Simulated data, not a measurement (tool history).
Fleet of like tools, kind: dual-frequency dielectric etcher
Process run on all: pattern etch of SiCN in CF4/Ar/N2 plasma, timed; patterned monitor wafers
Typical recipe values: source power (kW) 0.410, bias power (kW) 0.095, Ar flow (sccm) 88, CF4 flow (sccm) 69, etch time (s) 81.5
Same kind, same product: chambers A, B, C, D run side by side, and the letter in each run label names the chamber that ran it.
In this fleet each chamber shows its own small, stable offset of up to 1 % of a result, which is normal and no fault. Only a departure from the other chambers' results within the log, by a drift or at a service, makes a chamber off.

run,day,source power (kW),bias power (kW),Ar flow (sccm),CF4 flow (sccm),etch time (s),hours since the last wet clean,hours since the last source power generator calibration,hours since the last bias power generator calibration,hours since the last Ar flow controller change,hours since the last CF4 flow controller change,"read-back reference wafer on the same gauge, depth_nm",mean etch depth across the wafer (nm)
# day 0.346: chamber C: wet clean of the chamber
1C,0.525,0.410,0.095,88,69,81.5,4.3,1248.4,1546.5,979.5,989.3,76.804,72.763
2A,1.183,0.410,0.095,88,69,81.5,82.5,1443.2,1211.7,2172.5,3501.9,76.767,72.078
3D,1.612,0.410,0.095,88,69,81.5,441.4,2841.7,4615.7,480.8,957.4,76.808,72.229
4B,2.071,0.410,0.095,88,69,81.5,523.5,1286.9,2749.9,464.8,2589.1,76.776,72.220
5B,2.704,0.410,0.095,88,69,81.5,538.7,1302.1,2765.1,480.0,2604.3,76.744,72.201
6D,3.058,0.410,0.095,88,69,81.5,476.1,2876.4,4650.4,515.5,992.1,76.782,72.394
7A,3.433,0.410,0.095,88,69,81.5,136.5,1497.2,1265.7,2226.5,3555.9,76.811,71.653
8C,3.988,0.410,0.095,88,69,81.5,87.4,1331.5,1629.6,1062.6,1072.4,76.873,73.027
9C,4.321,0.410,0.095,88,69,81.5,95.4,1339.5,1637.6,1070.6,1080.4,76.786,73.254
10B,4.888,0.410,0.095,88,69,81.5,591.1,1354.5,2817.5,532.4,2656.7,76.763,71.833
# day 4.892: chamber D: source power generator calibrated
11D,5.217,0.410,0.095,88,69,81.5,527.9,7.8,4702.2,567.3,1043.9,76.748,70.452
12A,5.804,0.410,0.095,88,69,81.5,193.4,1554.1,1322.6,2283.4,3612.8,76.799,71.350
13A,6.342,0.410,0.095,88,69,81.5,206.3,1567.0,1335.5,2296.3,3625.7,76.816,71.808
# day 6.492: chamber D: bias power generator calibrated
14D,6.696,0.410,0.095,88,69,81.5,563.4,43.3,4.9,602.8,1079.4,76.832,70.183
15C,7.133,0.410,0.095,88,69,81.5,162.9,1407.0,1705.1,1138.1,1147.9,76.789,72.664
16B,7.608,0.410,0.095,67,69,81.5,656.4,1419.8,2882.8,597.7,2722.0,76.832,74.512
17A,8.058,0.410,0.095,67,69,81.5,247.5,1608.2,1376.7,2337.5,3666.9,76.787,74.355
# day 8.183: chamber B: wet clean of the chamber
18D,8.667,0.410,0.095,67,69,81.5,610.7,90.6,52.2,650.1,1126.7,76.766,72.840
19C,9.004,0.410,0.095,67,69,81.5,207.8,1451.9,1750.0,1183.0,1192.8,76.879,75.745
20B,9.562,0.410,0.095,88,69,81.5,33.1,1466.7,2929.7,644.6,2768.9,76.789,72.279
21D,9.858,0.410,0.095,88,69,81.5,639.3,119.2,80.8,678.7,1155.3,76.811,70.422
22C,10.375,0.410,0.108,88,69,81.5,240.7,1484.8,1782.9,1215.9,1225.7,76.741,76.523
23B,10.867,0.410,0.108,88,69,81.5,64.4,1498.0,2961.0,675.9,2800.2,76.837,75.554
24A,11.267,0.410,0.108,88,69,81.5,324.5,1685.2,1453.7,2414.5,3743.9,76.837,75.425
25B,11.671,0.410,0.108,88,69,81.5,83.7,1517.3,2980.3,695.2,2819.5,76.800,75.874
26C,11.967,0.410,0.095,88,69,81.5,278.9,1523.0,1821.1,1254.1,1263.9,76.838,72.992

Next, every chamber runs the same settings. What will each give?
27A,12.446,0.410,0.095,108,69,81.5,,,,,,,?
27B,12.446,0.410,0.095,108,69,81.5,,,,,,,?
27C,12.446,0.410,0.095,108,69,81.5,,,,,,,?
27D,12.446,0.410,0.095,108,69,81.5,,,,,,,?

run,mean etch depth across the wafer (nm)
27A,70.135
27B,70.143
27C,70.707
27D,68.254
